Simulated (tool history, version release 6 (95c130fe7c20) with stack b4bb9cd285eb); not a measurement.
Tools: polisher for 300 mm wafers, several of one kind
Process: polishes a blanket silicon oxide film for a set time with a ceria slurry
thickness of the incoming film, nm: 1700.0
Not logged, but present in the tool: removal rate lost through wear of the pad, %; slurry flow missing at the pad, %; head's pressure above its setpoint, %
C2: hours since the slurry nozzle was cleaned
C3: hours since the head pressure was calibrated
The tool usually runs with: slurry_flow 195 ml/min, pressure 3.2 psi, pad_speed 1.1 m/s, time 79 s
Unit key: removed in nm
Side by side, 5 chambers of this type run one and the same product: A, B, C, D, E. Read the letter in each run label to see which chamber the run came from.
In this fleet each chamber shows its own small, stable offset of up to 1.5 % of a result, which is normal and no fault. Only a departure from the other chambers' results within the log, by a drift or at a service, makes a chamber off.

Run 1A, hour 5.4: usual settings; wafers polished on this pad 99; C2 556.3; C3 758.2. Result: removed 419.75 nm.
Run 2E, hour 9: usual settings; wafers polished on this pad 486; C2 500.7; C3 570.3. Result: removed 409.7 nm.
Run 3D, hour 12.1: usual settings; wafers polished on this pad 386; C2 317.1; C3 754.6. Result: removed 406.17 nm.
At hour 16.3: chamber E: worn pad replaced by a new one.
Run 4C, hour 18.3: usual settings; wafers polished on this pad 528; C2 430; C3 328.6. Result: removed 435.72 nm.
Run 5B, hour 24.7: usual settings but pad_speed 0.78 m/s, time 53 s; wafers polished on this pad 1065; C2 83.3; C3 588.4. Result: removed 196.49 nm.
Run 6D, hour 28.8: usual settings but pad_speed 0.78 m/s, time 53 s; wafers polished on this pad 612; C2 333.8; C3 771.3. Result: removed 196.09 nm.
Run 7C, hour 34.1: usual settings but pad_speed 0.78 m/s, time 53 s; wafers polished on this pad 743; C2 445.8; C3 344.4. Result: removed 202.02 nm.
Run 8A, hour 37.2: usual settings but pad_speed 0.78 m/s, time 53 s; wafers polished on this pad 530; C2 588.1; C3 790. Result: removed 199.72 nm.
At hour 40.6: chamber C: head pressure recalibrated.
Run 9E, hour 41.2: usual settings but pad_speed 0.78 m/s, time 53 s; wafers polished on this pad 338; C2 532.9; C3 602.5. Result: removed 197.49 nm.
Run 10B, hour 45.2: usual settings; wafers polished on this pad 1342; C2 103.8; C3 608.9. Result: removed 415.95 nm.
Run 11D, hour 48.6: usual settings; wafers polished on this pad 881; C2 353.6; C3 791.1. Result: removed 405.8 nm.
At hour 48.8: chamber A: head pressure recalibrated.
At hour 49: chamber C: worn pad replaced by a new one.
At hour 49.5: chamber D: worn pad replaced by a new one.
Run 12E, hour 53.2: usual settings; wafers polished on this pad 500; C2 544.9; C3 614.5. Result: removed 415.81 nm.
Run 13B, hour 58.9: usual settings; wafers polished on this pad 1528; C2 117.5; C3 622.6. Result: removed 413.83 nm.
Run 14C, hour 63.6: usual settings; wafers polished on this pad 198; C2 475.3; C3 23. Result: removed 425.06 nm.
Run 15A, hour 68.7: usual settings; wafers polished on this pad 956; C2 619.6; C3 20. Result: removed 416.62 nm.
At hour 69.2: chamber A: worn pad replaced by a new one.
At hour 71.3: chamber E: worn pad replaced by a new one.
Run 16D, hour 72.5: usual settings but pad_speed 0.86 m/s, time 52 s; wafers polished on this pad 312; C2 377.5; C3 815. Result: removed 215.03 nm.
Run 17A, hour 78.5: usual settings but pad_speed 0.86 m/s, time 52 s; wafers polished on this pad 127; C2 629.4; C3 29.8. Result: removed 210.8 nm.
Run 18E, hour 84.7: usual settings but pad_speed 0.86 m/s, time 52 s; wafers polished on this pad 181; C2 576.4; C3 646. Result: removed 212.03 nm.
Run 19B, hour 88.3: usual settings but pad_speed 0.86 m/s, time 52 s; wafers polished on this pad 1926; C2 146.9; C3 652. Result: removed 206.55 nm.
Run 20C, hour 91.9: usual settings but pad_speed 0.86 m/s, time 52 s; wafers polished on this pad 582; C2 503.6; C3 51.3. Result: removed 218.72 nm.
Run 21B, hour 97.6: usual settings; wafers polished on this pad 2052; C2 156.2; C3 661.3. Result: removed 409.95 nm.
Run 22A, hour 102.5: usual settings; wafers polished on this pad 452; C2 653.4; C3 53.8. Result: removed 415.53 nm.
Run 23C, hour 107.7: usual settings; wafers polished on this pad 796; C2 519.4; C3 67.1. Result: removed 415.18 nm.
Run 24D, hour 114: usual settings; wafers polished on this pad 874; C2 419; C3 856.5. Result: removed 403.01 nm.
At hour 117.6: chamber D: worn pad replaced by a new one.
Run 25E, hour 118.1: usual settings; wafers polished on this pad 634; C2 609.8; C3 679.4. Result: removed 414.77 nm.
At hour 120.4: chamber C: worn pad replaced by a new one.
At hour 122.3: chamber E: worn pad replaced by a new one.
Run 26A, hour 124.8: usual settings; wafers polished on this pad 754; C2 675.7; C3 76.1. Result: removed 413.49 nm.
Run 27C, hour 131: usual settings; wafers polished on this pad 143; C2 542.7; C3 90.4. Result: removed 429.59 nm.
Run 28B, hour 135.6: usual settings; wafers polished on this pad 2567; C2 194.2; C3 699.3. Result: removed 397.6 nm.
Run 29D, hour 142.1: usual settings; wafers polished on this pad 332; C2 447.1; C3 884.6. Result: removed 413.56 nm.
Run 30E, hour 146.8: usual settings; wafers polished on this pad 331; C2 638.5; C3 708.1. Result: removed 418.38 nm.
At hour 152.4: chamber A: worn pad replaced by a new one.
Run 31E, hour 152.9: usual settings; wafers polished on this pad 414; C2 644.6; C3 714.2. Result: removed 417.23 nm.
Run 32A, hour 157.9: usual settings; wafers polished on this pad 74; C2 708.8; C3 109.2. Result: removed 408.75 nm.
Run 33B, hour 161.2: usual settings; wafers polished on this pad 2914; C2 219.8; C3 724.9. Result: removed 391.75 nm.
At hour 165.6: chamber C: slurry nozzle cleaned.
At hour 165.6: chamber E: worn pad replaced by a new one.
Run 34C, hour 166.7: usual settings; wafers polished on this pad 627; C2 1.2; C3 126.1. Result: removed 419.63 nm.
Run 35D, hour 171.3: usual settings; wafers polished on this pad 727; C2 476.3; C3 913.8. Result: removed 405.43 nm.
Run 36B, hour 176.3: usual settings but pad_speed 1.32 m/s; wafers polished on this pad 3118; C2 234.9; C3 740. Result: removed 461.72 nm.
At hour 178.6: chamber D: worn pad replaced by a new one.
Run 37D, hour 180.7: usual settings but pad_speed 1.32 m/s; wafers polished on this pad 29; C2 485.7; C3 923.2. Result: removed 499.55 nm.
Run 38E, hour 185.3: usual settings but pad_speed 1.32 m/s; wafers polished on this pad 267; C2 677; C3 746.6. Result: removed 500.64 nm.
Run 39C, hour 189.8: usual settings but pad_speed 1.32 m/s; wafers polished on this pad 940; C2 24.3; C3 149.2. Result: removed 504.85 nm.
Run 40A, hour 193.6: usual settings but pad_speed 1.32 m/s; wafers polished on this pad 558; C2 744.5; C3 144.9. Result: removed 491.49 nm.

All 5 chambers run these settings next. Forecast each chamber's results:
Run 41A, hour 198.6: usual settings. Result: removed ?.
Run 41B, hour 198.6: usual settings. Result: removed ?.
Run 41C, hour 198.6: usual settings. Result: removed ?.
Run 41D, hour 198.6: usual settings. Result: removed ?.
Run 41E, hour 198.6: usual settings. Result: removed ?.

run  removed
41A    422.7
41B   374.29
41C   425.23
41D    408.6
41E   419.12
